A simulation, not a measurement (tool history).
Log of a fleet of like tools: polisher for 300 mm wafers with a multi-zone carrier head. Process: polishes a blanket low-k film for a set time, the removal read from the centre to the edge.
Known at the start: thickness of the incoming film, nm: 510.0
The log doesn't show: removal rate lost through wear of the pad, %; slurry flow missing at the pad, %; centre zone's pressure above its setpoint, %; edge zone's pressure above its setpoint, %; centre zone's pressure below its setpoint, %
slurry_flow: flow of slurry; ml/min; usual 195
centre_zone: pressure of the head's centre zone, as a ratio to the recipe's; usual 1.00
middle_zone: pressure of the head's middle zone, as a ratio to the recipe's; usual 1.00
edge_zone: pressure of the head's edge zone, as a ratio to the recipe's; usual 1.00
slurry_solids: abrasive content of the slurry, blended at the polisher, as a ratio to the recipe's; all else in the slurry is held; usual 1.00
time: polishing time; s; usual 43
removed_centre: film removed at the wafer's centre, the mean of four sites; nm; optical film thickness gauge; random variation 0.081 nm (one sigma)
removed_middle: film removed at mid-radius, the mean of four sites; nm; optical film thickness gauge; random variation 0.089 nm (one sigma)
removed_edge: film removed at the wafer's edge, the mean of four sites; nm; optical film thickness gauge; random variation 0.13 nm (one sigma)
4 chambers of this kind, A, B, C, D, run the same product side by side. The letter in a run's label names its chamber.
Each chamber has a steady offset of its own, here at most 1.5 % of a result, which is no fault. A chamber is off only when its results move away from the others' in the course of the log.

run,hour,slurry_flow,centre_zone,middle_zone,edge_zone,slurry_solids,time,wafers polished on this pad,hours since the slurry nozzle was cleaned,hours since the centre zone pressure was calibrated,hours since the edge zone pressure was calibrated,removed_centre,removed_middle,removed_edge
1B,9.3,195,1.00,1.00,1.00,1.00,43,557,250.1,245.5,106.3,9.8434,9.9656,10.0770
2D,14.6,195,1.00,1.00,1.00,1.00,43,411,84.9,1318.5,99.9,10.0490,9.8401,9.7917
# hour 16.2: chamber A: worn pad replaced by a new one
3A,19.6,195,1.00,1.00,1.00,1.00,43,29,372.2,99.5,34.9,9.8853,9.7701,9.5409
# hour 24.1: chamber B: worn pad replaced by a new one
4C,28.4,195,1.00,1.00,1.00,1.00,43,305,338.3,114.7,877.5,9.6550,9.8511,9.7455
# hour 30.3: chamber D: worn pad replaced by a new one
5B,34.2,170,1.00,1.00,1.00,1.00,29,86,275.0,270.4,131.2,6.4559,6.4882,6.6696
6D,43.7,170,1.00,1.00,1.00,1.00,29,114,114.0,1347.6,129.0,6.5690,6.4153,6.4750
# hour 44.0: chamber A: slurry nozzle cleaned
7A,51.1,170,1.00,1.00,1.00,1.00,29,297,7.1,131.0,66.4,6.5846,6.5884,6.5844
8C,59.4,170,1.00,1.00,1.00,1.00,29,568,369.3,145.7,908.5,6.4973,6.5059,6.5078
9B,67.1,195,1.00,1.00,1.00,1.00,43,366,307.9,303.3,164.1,9.9062,9.9462,10.0830
# hour 72.5: chamber C: worn pad replaced by a new one
10A,78.3,195,1.00,1.00,0.94,1.00,43,528,34.3,158.2,93.6,10.0880,9.9354,9.5682
11C,85.4,195,1.00,1.00,0.94,1.00,43,109,395.3,171.7,934.5,9.9305,9.9344,9.3995
# hour 89.8: chamber D: worn pad replaced by a new one
12D,94.3,195,1.00,1.00,0.94,1.00,43,38,164.6,1398.2,179.6,9.9068,9.7255,9.4709
# hour 102.2: chamber B: worn pad replaced by a new one
13C,104.5,195,1.00,1.00,0.94,1.00,43,272,414.4,190.8,953.6,9.7929,9.8443,9.5807
14D,109.5,195,1.00,1.00,1.00,1.00,43,168,179.8,1413.4,194.8,9.8703,9.8386,9.6581
# hour 112.2: chamber D: centre zone pressure recalibrated
15A,114.6,195,1.00,1.00,1.00,0.80,43,837,70.6,194.5,129.9,8.9894,8.8022,8.8992
16B,121.3,195,1.00,1.00,1.00,0.80,43,162,362.1,357.5,218.3,8.7795,8.9411,9.1206
# hour 127.1: chamber A: worn pad replaced by a new one
17D,132.0,195,1.00,1.00,1.00,0.80,43,359,202.3,19.9,217.3,8.0804,8.7738,8.8733
18B,137.6,195,1.00,1.00,1.00,0.80,43,301,378.4,373.8,234.6,8.8155,8.8969,8.7683
19A,148.3,195,1.00,1.00,1.00,1.00,43,180,104.3,228.2,163.6,9.8270,9.8054,9.6962
# hour 154.3: chamber C: worn pad replaced by a new one
# hour 156.4: chamber D: worn pad replaced by a new one
20C,158.1,195,1.00,1.00,1.00,1.00,43,32,468.0,244.4,1007.2,9.8907,9.8373,9.5554
21B,163.2,145,1.00,1.00,1.00,1.00,43,519,404.0,399.4,260.2,9.3606,9.3585,9.4777
22A,174.3,145,1.00,1.00,1.00,1.00,43,401,130.3,254.2,189.6,9.4752,9.3362,9.3673
# hour 174.5: chamber B: worn pad replaced by a new one
# hour 176.6: chamber D: edge zone pressure recalibrated
23D,179.5,145,1.00,1.00,1.00,1.00,43,196,249.8,67.4,3.0,8.3641,9.3245,9.2696
# hour 180.7: chamber D: slurry nozzle cleaned
24C,189.0,145,1.00,1.00,1.00,1.00,43,295,498.9,275.3,1038.1,9.3145,9.4263,9.2341
25A,200.2,195,1.10,1.06,1.00,1.00,43,621,156.2,280.1,215.5,11.0490,10.3330,9.8443
# hour 205.3: chamber C: centre zone pressure recalibrated
26C,208.5,195,1.10,1.06,1.00,1.00,43,461,518.4,3.2,1057.6,10.8430,10.4830,9.5983
# hour 211.3: chamber B: slurry nozzle cleaned
27B,218.2,195,1.10,1.06,1.00,1.00,43,371,6.9,454.4,315.2,10.8180,10.4180,9.7828
28D,224.6,195,1.10,1.06,1.00,1.00,43,580,44.0,112.5,48.1,10.0820,10.3060,9.8603
# hour 225.9: chamber D: worn pad replaced by a new one
# hour 229.1: chamber C: worn pad replaced by a new one
29D,231.2,195,1.00,1.00,1.00,1.00,43,45,50.6,119.1,54.7,9.0136,9.9340,10.0540
30C,238.5,195,1.00,0.93,1.00,1.00,33,80,548.4,33.2,1087.6,7.5646,7.0432,7.4920
# hour 240.9: chamber A: worn pad replaced by a new one
# hour 245.8: chamber B: worn pad replaced by a new one
31B,248.4,195,1.00,0.93,1.00,1.00,33,22,37.1,484.6,345.4,7.4857,7.1124,7.7411
32A,253.4,195,1.00,0.93,1.00,1.00,33,107,209.4,333.3,268.7,7.5633,7.1461,7.7036
33D,258.5,195,1.00,0.93,1.00,1.00,33,277,77.9,146.4,82.0,6.8880,7.0772,7.5543
34B,268.3,195,0.93,1.00,1.00,0.75,43,192,57.0,504.5,365.3,7.9187,8.5715,8.3883
35A,274.1,195,0.93,1.00,1.00,0.75,43,283,230.1,354.0,289.4,8.0733,8.6065,8.5680
36C,280.4,195,0.93,1.00,1.00,0.75,43,436,590.3,75.1,1129.5,7.8803,8.6065,8.3216
37D,290.0,195,0.93,1.00,1.00,0.75,43,545,109.4,177.9,113.5,7.3470,8.4164,8.5447

Next, every chamber runs the same settings. What will each give?
38A,298.1,195,1.00,1.00,0.93,1.00,43,,,,,?,?,?
38B,298.1,195,1.00,1.00,0.93,1.00,43,,,,,?,?,?
38C,298.1,195,1.00,1.00,0.93,1.00,43,,,,,?,?,?
38D,298.1,195,1.00,1.00,0.93,1.00,43,,,,,?,?,?

run,removed_centre,removed_middle,removed_edge
38A,9.8656,9.8968,9.5413
38B,9.8728,9.9185,9.4441
38C,9.7791,9.8266,9.7525
38D,9.0357,9.8722,9.3600
